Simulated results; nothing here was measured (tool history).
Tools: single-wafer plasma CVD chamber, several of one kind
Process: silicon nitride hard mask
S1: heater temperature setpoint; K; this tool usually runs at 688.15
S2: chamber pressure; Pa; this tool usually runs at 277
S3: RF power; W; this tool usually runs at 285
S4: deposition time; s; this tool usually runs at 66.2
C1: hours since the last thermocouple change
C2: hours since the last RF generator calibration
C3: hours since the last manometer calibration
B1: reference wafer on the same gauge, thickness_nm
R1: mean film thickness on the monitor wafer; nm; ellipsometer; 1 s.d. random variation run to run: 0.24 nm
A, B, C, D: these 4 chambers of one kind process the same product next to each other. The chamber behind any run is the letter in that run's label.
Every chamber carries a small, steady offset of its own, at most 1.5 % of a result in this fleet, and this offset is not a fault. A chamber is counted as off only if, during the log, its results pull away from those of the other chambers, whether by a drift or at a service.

run	hour	S1	S2	S3	S4	C1	C2	C3	B1	R1
1A	8.3	688.15	277	285	66.2	341.9	639.7	305.5	83.575	79.212
2D	14.6	688.15	277	285	66.2	1154.4	355.5	1406.3	83.488	78.050
3B	23.0	688.15	277	285	66.2	943.5	1426.4	574.8	83.527	77.915
4C	30.7	688.15	277	285	66.2	776.0	1729.3	1796.6	83.485	78.014
5D	35.6	688.15	277	285	66.2	1175.4	376.5	1427.3	83.504	78.165
6B	42.7	688.15	277	285	66.2	963.2	1446.1	594.5	83.490	77.932
7C	48.8	688.15	277	285	66.2	794.1	1747.4	1814.7	83.473	78.065
8A	57.9	688.15	277	285	66.2	391.5	689.3	355.1	83.530	79.353
9C	66.4	688.15	277	285	66.2	811.7	1765.0	1832.3	83.510	77.401
10B	73.9	688.15	277	285	66.2	994.4	1477.3	625.7	83.536	77.232
11D	78.9	688.15	277	285	66.2	1218.7	419.8	1470.6	83.474	78.501
12A	86.8	688.15	277	230	66.2	420.4	718.2	384.0	83.500	67.985
13D	92.8	688.15	277	230	66.2	1232.6	433.7	1484.5	83.466	67.476
14C	98.1	688.15	277	230	66.2	843.4	1796.7	1864.0	83.538	66.453
15B	106.4	688.15	277	230	66.2	1026.9	1509.8	658.2	83.455	66.862
16A	113.5	688.15	277	285	66.2	447.1	744.9	410.7	83.497	79.151
17C	120.7	688.15	277	285	66.2	866.0	1819.3	1886.6	83.470	77.468
18D	129.3	688.15	277	285	66.2	1269.1	470.2	1521.0	83.569	78.677
19A	138.4	688.15	277	285	66.2	472.0	769.8	435.6	83.492	79.594
20B	147.0	688.15	277	285	66.2	1067.5	1550.4	698.8	83.462	77.996
21B	152.2	688.15	277	285	66.2	1072.7	1555.6	704.0	83.482	77.676
22D	161.2	688.15	277	285	66.2	1301.0	502.1	1552.9	83.474	78.464
23C	167.5	688.15	277	285	66.2	912.8	1866.1	1933.4	83.555	76.199
24A	172.4	688.15	277	285	66.2	506.0	803.8	469.6	83.454	78.835
25B	180.1	688.15	277	285	66.2	1100.6	1583.5	731.9	83.454	77.722
26D	185.7	681.15	277	285	66.2	1325.5	526.6	1577.4	83.497	78.847
27C	191.8	681.15	277	285	66.2	937.1	1890.4	1957.7	83.503	76.042
28A	198.2	681.15	277	285	66.2	531.8	829.6	495.4	83.526	79.439
29C	204.4	681.15	277	285	66.2	949.7	1903.0	1970.3	83.505	75.842
30D	212.5	688.15	277	285	60.7	1352.3	553.4	1604.2	83.489	72.159
31A	220.2	688.15	277	285	60.7	553.8	851.6	517.4	83.458	72.904
32B	228.7	688.15	277	285	60.7	1149.2	1632.1	780.5	83.513	71.430
33C	234.9	688.15	277	285	60.7	980.2	1933.5	2000.8	83.502	68.983
34A	239.9	688.15	277	285	66.2	573.5	871.3	537.1	83.558	79.274
35D	244.9	688.15	277	285	66.2	1384.7	585.8	1636.6	83.519	78.154
36B	254.2	688.15	277	285	66.2	1174.7	1657.6	806.0	83.490	77.681
37B	262.4	688.15	277	285	66.2	1182.9	1665.8	814.2	83.453	77.488

Decide between three cases: one chamber stands off from its peers, the gauge reading all wafers drifts, or nothing is wrong past each chamber's small offset. Where a chamber is off, say which and what most likely put it there.

It is chamber C that slowly wanders off from its peers.
Most likely cause: delivered RF power below the setpoint (%) = 6.26.

Chamber C could run next with any of the 4 candidate recipes listed below; each alters the usual settings, and their results appear as question marks. Which one brings its results back in line with what the other chambers deliver on the usual settings?
Maximum distance from the other chambers' mean on the usual settings for a result to count as in line: R1 0.850 nm
38C-1	269.5	688.15	277	305	66.2					?
38C-2	269.5	688.15	233	285	66.2					?
38C-3	269.5	688.15	271	275	62.1					?
38C-4	269.5	688.15	277	300	70.6					?

Usual-settings mean across the other chambers: R1 78.373 nm
run	R1
38C-1	78.182
38C-2	71.163
38C-3	67.790
38C-4	82.433
38C-1 is the one that brings the chamber's results back in line with the other chambers.

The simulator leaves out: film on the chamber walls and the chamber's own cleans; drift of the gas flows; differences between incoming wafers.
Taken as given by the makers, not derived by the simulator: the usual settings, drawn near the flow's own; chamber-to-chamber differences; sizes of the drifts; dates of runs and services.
